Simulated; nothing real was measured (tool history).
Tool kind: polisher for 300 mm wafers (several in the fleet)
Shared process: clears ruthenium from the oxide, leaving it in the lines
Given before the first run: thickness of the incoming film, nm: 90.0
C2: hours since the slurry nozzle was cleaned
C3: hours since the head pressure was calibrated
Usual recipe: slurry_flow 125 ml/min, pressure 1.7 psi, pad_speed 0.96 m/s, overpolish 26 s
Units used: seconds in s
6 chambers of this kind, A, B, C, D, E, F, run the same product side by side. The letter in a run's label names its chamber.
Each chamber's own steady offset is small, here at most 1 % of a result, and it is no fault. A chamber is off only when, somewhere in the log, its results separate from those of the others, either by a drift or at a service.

Run 1D, hour 10.8: usual settings; wafers polished on this pad 1301; C2 783.6; C3 45.7. Result: seconds 96.702 s.
At hour 16.1: chamber C: worn pad replaced by a new one.
Run 2A, hour 18.8: usual settings; wafers polished on this pad 928; C2 211.3; C3 473.8. Result: seconds 97.679 s.
At hour 19.4: chamber D: worn pad replaced by a new one.
Run 3C, hour 24.9: usual settings; wafers polished on this pad 59; C2 57.1; C3 984.8. Result: seconds 100.200 s.
Run 4E, hour 36.6: usual settings; wafers polished on this pad 1106; C2 345.8; C3 335.7. Result: seconds 96.952 s.
Run 5B, hour 47.4: usual settings; wafers polished on this pad 1098; C2 159.1; C3 875.1. Result: seconds 99.511 s.
At hour 49.2: chamber E: slurry nozzle cleaned.
At hour 53.8: chamber A: slurry nozzle cleaned.
Run 6F, hour 54.2: usual settings but overpolish 33 s; wafers polished on this pad 1164; C2 293.0; C3 1124.6. Result: seconds 99.037 s.
At hour 55.7: chamber D: slurry nozzle cleaned.
Run 7F, hour 66.3: usual settings but overpolish 33 s; wafers polished on this pad 1245; C2 305.1; C3 1136.7. Result: seconds 101.100 s.
At hour 67.9: chamber A: worn pad replaced by a new one.
At hour 71.5: chamber E: worn pad replaced by a new one.
Run 8A, hour 73.1: usual settings but overpolish 33 s; wafers polished on this pad 35; C2 19.3; C3 528.1. Result: seconds 100.900 s.
Run 9C, hour 81.5: usual settings but overpolish 33 s; wafers polished on this pad 440; C2 113.7; C3 1041.4. Result: seconds 100.550 s.
At hour 88.4: chamber F: worn pad replaced by a new one.
Run 10E, hour 90.1: usual settings but overpolish 33 s; wafers polished on this pad 125; C2 41.0; C3 389.2. Result: seconds 101.250 s.
Run 11B, hour 96.9: usual settings but overpolish 33 s; wafers polished on this pad 1431; C2 208.6; C3 924.6. Result: seconds 101.330 s.
Run 12D, hour 102.5: usual settings but pad_speed 0.86 m/s, overpolish 15 s; wafers polished on this pad 560; C2 46.8; C3 137.4. Result: seconds 109.220 s.
Run 13C, hour 107.8: usual settings but pad_speed 0.86 m/s, overpolish 15 s; wafers polished on this pad 618; C2 140.0; C3 1067.7. Result: seconds 113.640 s.
At hour 107.9: chamber C: worn pad replaced by a new one.
At hour 116.3: chamber B: worn pad replaced by a new one.
Run 14B, hour 117.1: usual settings but pad_speed 0.86 m/s, overpolish 15 s; wafers polished on this pad 5; C2 228.8; C3 944.8. Result: seconds 109.850 s.
Run 15A, hour 128.7: usual settings but pad_speed 0.86 m/s, overpolish 15 s; wafers polished on this pad 409; C2 74.9; C3 583.7. Result: seconds 113.580 s.
Run 16F, hour 134.9: usual settings but pad_speed 0.86 m/s, overpolish 15 s; wafers polished on this pad 313; C2 373.7; C3 1205.3. Result: seconds 115.020 s.
Run 17D, hour 144.2: usual settings but pad_speed 0.86 m/s, overpolish 15 s; wafers polished on this pad 841; C2 88.5; C3 179.1. Result: seconds 111.700 s.
At hour 148.1: chamber F: slurry nozzle cleaned.
Run 18E, hour 154.1: usual settings; wafers polished on this pad 556; C2 105.0; C3 453.2. Result: seconds 100.150 s.
Run 19A, hour 164.5: usual settings but pad_speed 0.84 m/s; wafers polished on this pad 651; C2 110.7; C3 619.5. Result: seconds 112.690 s.
At hour 172.4: chamber B: slurry nozzle cleaned.
Run 20D, hour 173.8: usual settings but pad_speed 0.84 m/s; wafers polished on this pad 1040; C2 118.1; C3 208.7. Result: seconds 112.040 s.
At hour 180.1: chamber A: head pressure recalibrated.
Run 21B, hour 180.9: usual settings but pad_speed 0.84 m/s; wafers polished on this pad 435; C2 8.6; C3 1008.6. Result: seconds 115.370 s.
At hour 181.3: chamber D: worn pad replaced by a new one.
At hour 184.0: chamber C: head pressure recalibrated.
Run 22C, hour 189.3: usual settings but pad_speed 0.84 m/s; wafers polished on this pad 548; C2 221.5; C3 5.4. Result: seconds 114.730 s.
At hour 191.1: chamber C: worn pad replaced by a new one.
Run 23F, hour 195.6: usual settings but pad_speed 0.84 m/s; wafers polished on this pad 722; C2 47.5; C3 1266.0. Result: seconds 116.780 s.
Run 24E, hour 202.7: usual settings but pad_speed 0.84 m/s; wafers polished on this pad 884; C2 153.6; C3 501.8. Result: seconds 115.230 s.
Run 25C, hour 214.4: usual settings; wafers polished on this pad 157; C2 246.6; C3 30.5. Result: seconds 101.390 s.
Run 26F, hour 221.1: usual settings; wafers polished on this pad 894; C2 73.0; C3 1291.5. Result: seconds 102.760 s.
Run 27D, hour 227.5: usual settings; wafers polished on this pad 312; C2 171.8; C3 262.4. Result: seconds 98.072 s.
Run 28A, hour 237.1: usual settings; wafers polished on this pad 1140; C2 183.3; C3 57.1. Result: seconds 89.991 s.
Run 29E, hour 247.0: usual settings; wafers polished on this pad 1182; C2 197.9; C3 546.1. Result: seconds 100.550 s.
At hour 250.8: chamber A: worn pad replaced by a new one.
Run 30B, hour 253.3: usual settings; wafers polished on this pad 923; C2 81.0; C3 1081.0. Result: seconds 101.100 s.
At hour 255.1: chamber A: slurry nozzle cleaned.
Run 31E, hour 263.2: usual settings; wafers polished on this pad 1292; C2 214.1; C3 562.3. Result: seconds 100.030 s.
At hour 264.2: chamber D: head pressure recalibrated.
At hour 268.7: chamber E: worn pad replaced by a new one.
Run 32C, hour 275.1: usual settings; wafers polished on this pad 566; C2 307.3; C3 91.2. Result: seconds 100.660 s.
Run 33F, hour 280.8: usual settings; wafers polished on this pad 1297; C2 132.7; C3 1351.2. Result: seconds 98.966 s.
At hour 286.6: chamber C: worn pad replaced by a new one.
Run 34A, hour 290.5: usual settings; wafers polished on this pad 267; C2 35.4; C3 110.5. Result: seconds 89.990 s.
At hour 291.7: chamber F: worn pad replaced by a new one.
Run 35B, hour 298.7: usual settings; wafers polished on this pad 1229; C2 126.4; C3 1126.4. Result: seconds 101.850 s.
Run 36D, hour 307.7: usual settings; wafers polished on this pad 852; C2 252.0; C3 43.6. Result: seconds 98.943 s.
Run 37A, hour 315.9: usual settings; wafers polished on this pad 439; C2 60.8; C3 135.9. Result: seconds 87.992 s.
Run 38F, hour 324.4: usual settings; wafers polished on this pad 220; C2 176.3; C3 1394.8. Result: seconds 103.390 s.
Run 39D, hour 330.5: usual settings; wafers polished on this pad 1006; C2 274.8; C3 66.4. Result: seconds 95.527 s.
Run 40C, hour 342.3: usual settings but slurry_flow 165 ml/min, pressure 1.3 psi; wafers polished on this pad 375; C2 374.5; C3 158.4. Result: seconds 125.940 s.
Run 41E, hour 347.8: usual settings but slurry_flow 165 ml/min, pressure 1.3 psi; wafers polished on this pad 533; C2 298.7; C3 646.9. Result: seconds 127.290 s.
Run 42B, hour 356.0: usual settings but slurry_flow 165 ml/min, pressure 1.3 psi; wafers polished on this pad 1615; C2 183.7; C3 1183.7. Result: seconds 126.670 s.
Run 43C, hour 362.1: usual settings but slurry_flow 165 ml/min, pressure 1.3 psi; wafers polished on this pad 509; C2 394.3; C3 178.2. Result: seconds 127.750 s.
Run 44E, hour 372.4: usual settings but slurry_flow 165 ml/min, pressure 1.3 psi; wafers polished on this pad 699; C2 323.3; C3 671.5. Result: seconds 124.560 s.

Is one chamber out of step, is the gauge drifting, or do the chambers differ by no more than their own small offsets? For an off chamber, give its letter and the likeliest cause.

A service on chamber A put it out of line with the rest.
Cause: head's pressure above its setpoint, % = 10.4.

Below are 4 candidate recipes for chamber A's next run, each the usual settings with a change, their results shown as question marks. Which of them brings A's results back in line with what the other chambers give on the usual settings?
Maximum distance from the other chambers' mean on the usual settings for a result to count as in line: seconds 5.500 s
Run 45A-1, hour 381.2: usual settings but slurry_flow 85 ml/min. Result: seconds ?.
Run 45A-2, hour 381.2: usual settings but slurry_flow 120 ml/min, pad_speed 0.76 m/s. Result: seconds ?.
Run 45A-3, hour 381.2: usual settings but slurry_flow 130 ml/min, pad_speed 1.06 m/s. Result: seconds ?.
Run 45A-4, hour 381.2: usual settings but pressure 2.2 psi. Result: seconds ?.

The mean the other chambers reach with the usual settings: seconds 100.470 s
  run  seconds
45A-1   99.721
45A-2  115.570
45A-3   81.602
45A-4   70.164
45A-1 puts the chamber back in line with the other chambers.
